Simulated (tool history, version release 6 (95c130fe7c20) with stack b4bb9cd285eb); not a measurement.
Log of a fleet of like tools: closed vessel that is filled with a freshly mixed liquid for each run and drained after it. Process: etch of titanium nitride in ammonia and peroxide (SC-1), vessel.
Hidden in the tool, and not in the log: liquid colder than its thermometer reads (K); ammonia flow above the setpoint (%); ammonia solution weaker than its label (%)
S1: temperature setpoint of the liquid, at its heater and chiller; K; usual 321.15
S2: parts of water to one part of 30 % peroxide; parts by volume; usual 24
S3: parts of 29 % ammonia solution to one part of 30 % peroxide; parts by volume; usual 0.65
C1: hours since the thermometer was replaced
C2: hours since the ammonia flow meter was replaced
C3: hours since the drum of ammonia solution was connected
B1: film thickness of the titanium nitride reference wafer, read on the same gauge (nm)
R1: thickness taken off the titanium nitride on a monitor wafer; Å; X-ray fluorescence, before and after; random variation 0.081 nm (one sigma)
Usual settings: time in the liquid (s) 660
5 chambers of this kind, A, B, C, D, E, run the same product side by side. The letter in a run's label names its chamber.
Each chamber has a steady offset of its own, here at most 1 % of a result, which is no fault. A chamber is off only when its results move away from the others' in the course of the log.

{"run": "1E", "day": 0.142, "S1": 321.15, "S2": 24, "S3": 0.65, "time in the liquid (s)": 660, "C1": 1350, "C2": 1206.4, "C3": 885.6, "B1": 39.967, "R1": 153.67}
{"day": 0.196, "done": "chamber B: thermometer replaced"}
{"run": "2D", "day": 0.362, "S1": 321.15, "S2": 24, "S3": 0.65, "time in the liquid (s)": 660, "C1": 638.9, "C2": 1154.9, "C3": 722.7, "B1": 39.973, "R1": 152.4}
{"day": 0.412, "done": "chamber B: new drum of ammonia solution connected"}
{"run": "3C", "day": 0.5, "S1": 321.15, "S2": 24, "S3": 0.65, "time in the liquid (s)": 660, "C1": 595.9, "C2": 36.2, "C3": 35.2, "B1": 39.993, "R1": 153.06}
{"run": "4A", "day": 0.692, "S1": 321.15, "S2": 24, "S3": 0.65, "time in the liquid (s)": 660, "C1": 1031.8, "C2": 330.1, "C3": 180.2, "B1": 39.974, "R1": 154.29}
{"run": "5B", "day": 0.988, "S1": 321.15, "S2": 24, "S3": 0.65, "time in the liquid (s)": 660, "C1": 19.1, "C2": 681.2, "C3": 13.9, "B1": 39.983, "R1": 154.24}
{"run": "6B", "day": 1.125, "S1": 321.15, "S2": 24, "S3": 0.65, "time in the liquid (s)": 660, "C1": 22.4, "C2": 684.5, "C3": 17.2, "B1": 39.977, "R1": 155.07}
{"run": "7E", "day": 1.258, "S1": 321.15, "S2": 24, "S3": 0.65, "time in the liquid (s)": 660, "C1": 1376.8, "C2": 1233.2, "C3": 912.4, "B1": 40.003, "R1": 152.62}
{"run": "8A", "day": 1.45, "S1": 321.15, "S2": 24, "S3": 0.65, "time in the liquid (s)": 660, "C1": 1050, "C2": 348.3, "C3": 198.4, "B1": 39.981, "R1": 154.99}
{"run": "9C", "day": 1.721, "S1": 321.15, "S2": 24, "S3": 0.65, "time in the liquid (s)": 660, "C1": 625.2, "C2": 65.5, "C3": 64.5, "B1": 39.998, "R1": 153.83}
{"run": "10D", "day": 1.929, "S1": 321.15, "S2": 24, "S3": 0.65, "time in the liquid (s)": 660, "C1": 676.5, "C2": 1192.5, "C3": 760.3, "B1": 40.02, "R1": 152.57}
{"run": "11B", "day": 2.175, "S1": 321.15, "S2": 24, "S3": 0.65, "time in the liquid (s)": 660, "C1": 47.6, "C2": 709.7, "C3": 42.4, "B1": 40.032, "R1": 154.25}
{"run": "12C", "day": 2.367, "S1": 321.15, "S2": 24, "S3": 0.65, "time in the liquid (s)": 660, "C1": 640.7, "C2": 81, "C3": 80, "B1": 40.024, "R1": 154.09}
{"run": "13A", "day": 2.596, "S1": 321.15, "S2": 24, "S3": 0.65, "time in the liquid (s)": 395, "C1": 1077.5, "C2": 375.8, "C3": 225.9, "B1": 39.989, "R1": 93.066}
{"day": 2.75, "done": "chamber A: thermometer replaced"}
{"run": "14E", "day": 2.871, "S1": 321.15, "S2": 24, "S3": 0.65, "time in the liquid (s)": 395, "C1": 1415.5, "C2": 1271.9, "C3": 951.1, "B1": 39.98, "R1": 90.894}
{"run": "15D", "day": 3.029, "S1": 321.15, "S2": 24, "S3": 0.65, "time in the liquid (s)": 395, "C1": 702.9, "C2": 1218.9, "C3": 786.7, "B1": 39.999, "R1": 91.3}
{"day": 3.108, "done": "chamber D: new drum of ammonia solution connected"}
{"run": "16B", "day": 3.304, "S1": 321.15, "S2": 24, "S3": 0.65, "time in the liquid (s)": 395, "C1": 74.7, "C2": 736.8, "C3": 69.5, "B1": 40.006, "R1": 92.685}
{"run": "17E", "day": 3.508, "S1": 321.15, "S2": 24, "S3": 0.65, "time in the liquid (s)": 395, "C1": 1430.8, "C2": 1287.2, "C3": 966.4, "B1": 40.02, "R1": 90.826}
{"day": 3.55, "done": "chamber E: new drum of ammonia solution connected"}
{"run": "18D", "day": 3.712, "S1": 321.15, "S2": 24, "S3": 0.65, "time in the liquid (s)": 660, "C1": 719.3, "C2": 1235.3, "C3": 14.6, "B1": 40.005, "R1": 154.14}
{"run": "19C", "day": 3.992, "S1": 321.15, "S2": 24, "S3": 0.65, "time in the liquid (s)": 660, "C1": 679.7, "C2": 120, "C3": 119, "B1": 39.977, "R1": 152.99}
{"run": "20A", "day": 4.2, "S1": 321.15, "S2": 24, "S3": 0.65, "time in the liquid (s)": 660, "C1": 34.8, "C2": 414.3, "C3": 264.4, "B1": 39.979, "R1": 154.82}
{"run": "21A", "day": 4.471, "S1": 321.15, "S2": 24, "S3": 0.65, "time in the liquid (s)": 660, "C1": 41.3, "C2": 420.8, "C3": 270.9, "B1": 39.983, "R1": 155.22}
{"run": "22B", "day": 4.758, "S1": 321.15, "S2": 24, "S3": 0.65, "time in the liquid (s)": 660, "C1": 109.6, "C2": 771.7, "C3": 104.4, "B1": 40.004, "R1": 152.99}
{"run": "23C", "day": 4.958, "S1": 321.15, "S2": 24, "S3": 0.65, "time in the liquid (s)": 660, "C1": 702.9, "C2": 143.2, "C3": 142.2, "B1": 40.015, "R1": 152.87}
{"run": "24D", "day": 5.092, "S1": 321.15, "S2": 24, "S3": 0.65, "time in the liquid (s)": 660, "C1": 752.4, "C2": 1268.4, "C3": 47.7, "B1": 39.961, "R1": 151.94}
{"day": 5.154, "done": "chamber A: new drum of ammonia solution connected"}
{"run": "25E", "day": 5.367, "S1": 321.15, "S2": 24, "S3": 0.65, "time in the liquid (s)": 660, "C1": 1475.4, "C2": 1331.8, "C3": 43.7, "B1": 39.987, "R1": 148.82}
{"run": "26B", "day": 5.533, "S1": 321.15, "S2": 24, "S3": 0.65, "time in the liquid (s)": 660, "C1": 128.2, "C2": 790.3, "C3": 123, "B1": 40.018, "R1": 156.03}
{"run": "27E", "day": 5.8, "S1": 321.15, "S2": 24, "S3": 0.65, "time in the liquid (s)": 660, "C1": 1485.8, "C2": 1342.2, "C3": 54.1, "B1": 39.982, "R1": 148.97}
{"run": "28C", "day": 6.075, "S1": 321.15, "S2": 24, "S3": 0.65, "time in the liquid (s)": 660, "C1": 729.7, "C2": 170, "C3": 169, "B1": 40.009, "R1": 154.23}
{"run": "29D", "day": 6.329, "S1": 321.15, "S2": 24, "S3": 0.65, "time in the liquid (s)": 660, "C1": 782.1, "C2": 1298.1, "C3": 77.4, "B1": 39.979, "R1": 153.5}
{"run": "30A", "day": 6.483, "S1": 321.15, "S2": 24, "S3": 0.65, "time in the liquid (s)": 660, "C1": 89.6, "C2": 469.1, "C3": 31.9, "B1": 40.021, "R1": 155.25}
{"run": "31E", "day": 6.662, "S1": 321.15, "S2": 32.5, "S3": 0.65, "time in the liquid (s)": 345, "C1": 1506.5, "C2": 1362.9, "C3": 74.8, "B1": 40.024, "R1": 65.091}
{"run": "32B", "day": 6.871, "S1": 321.15, "S2": 32.5, "S3": 0.65, "time in the liquid (s)": 345, "C1": 160.3, "C2": 822.4, "C3": 155.1, "B1": 40.001, "R1": 67.882}
{"run": "33D", "day": 7.117, "S1": 321.15, "S2": 32.5, "S3": 0.65, "time in the liquid (s)": 345, "C1": 801, "C2": 1317, "C3": 96.3, "B1": 39.983, "R1": 67.286}
{"run": "34C", "day": 7.383, "S1": 321.15, "S2": 32.5, "S3": 0.65, "time in the liquid (s)": 345, "C1": 761.1, "C2": 201.4, "C3": 200.4, "B1": 39.996, "R1": 67.768}
{"run": "35A", "day": 7.546, "S1": 321.15, "S2": 32.5, "S3": 0.65, "time in the liquid (s)": 345, "C1": 115.1, "C2": 494.6, "C3": 57.4, "B1": 39.983, "R1": 68.105}
{"run": "36B", "day": 7.804, "S1": 321.15, "S2": 24, "S3": 0.65, "time in the liquid (s)": 660, "C1": 182.7, "C2": 844.8, "C3": 177.5, "B1": 40, "R1": 154.5}
{"run": "37C", "day": 7.933, "S1": 321.15, "S2": 24, "S3": 0.65, "time in the liquid (s)": 660, "C1": 774.3, "C2": 214.6, "C3": 213.6, "B1": 40.024, "R1": 153.36}
{"run": "38E", "day": 8.075, "S1": 321.15, "S2": 24, "S3": 0.65, "time in the liquid (s)": 660, "C1": 1540.4, "C2": 1396.8, "C3": 108.7, "B1": 40.006, "R1": 148.48}
{"run": "39A", "day": 8.25, "S1": 321.15, "S2": 24, "S3": 0.65, "time in the liquid (s)": 660, "C1": 132, "C2": 511.5, "C3": 74.3, "B1": 40.001, "R1": 154.56}
{"run": "40D", "day": 8.412, "S1": 321.15, "S2": 24, "S3": 0.65, "time in the liquid (s)": 660, "C1": 832.1, "C2": 1348.1, "C3": 127.4, "B1": 40.005, "R1": 152.96}
{"run": "41D", "day": 8.6, "S1": 321.15, "S2": 24, "S3": 0.65, "time in the liquid (s)": 660, "C1": 836.6, "C2": 1352.6, "C3": 131.9, "B1": 39.98, "R1": 152.36}
{"run": "42B", "day": 8.817, "S1": 321.15, "S2": 24, "S3": 0.65, "time in the liquid (s)": 660, "C1": 207, "C2": 869.1, "C3": 201.8, "B1": 39.995, "R1": 155.24}
{"run": "43C", "day": 9.029, "S1": 321.15, "S2": 24, "S3": 0.65, "time in the liquid (s)": 660, "C1": 800.6, "C2": 240.9, "C3": 239.9, "B1": 40.051, "R1": 153.18}
{"run": "44E", "day": 9.312, "S1": 321.15, "S2": 24, "S3": 0.65, "time in the liquid (s)": 660, "C1": 1570.1, "C2": 1426.5, "C3": 138.4, "B1": 40.002, "R1": 145.84}

All 5 chambers run these settings next. Forecast each chamber's results:
{"run": "45A", "day": 9.525, "S1": 321.15, "S2": 24, "S3": 0.65, "time in the liquid (s)": 660, "R1": "?"}
{"run": "45B", "day": 9.525, "S1": 321.15, "S2": 24, "S3": 0.65, "time in the liquid (s)": 660, "R1": "?"}
{"run": "45C", "day": 9.525, "S1": 321.15, "S2": 24, "S3": 0.65, "time in the liquid (s)": 660, "R1": "?"}
{"run": "45D", "day": 9.525, "S1": 321.15, "S2": 24, "S3": 0.65, "time in the liquid (s)": 660, "R1": "?"}
{"run": "45E", "day": 9.525, "S1": 321.15, "S2": 24, "S3": 0.65, "time in the liquid (s)": 660, "R1": "?"}

run=45A R1=155.44
run=45B R1=154.41
run=45C R1=152.96
run=45D R1=152.21
run=45E R1=147.24

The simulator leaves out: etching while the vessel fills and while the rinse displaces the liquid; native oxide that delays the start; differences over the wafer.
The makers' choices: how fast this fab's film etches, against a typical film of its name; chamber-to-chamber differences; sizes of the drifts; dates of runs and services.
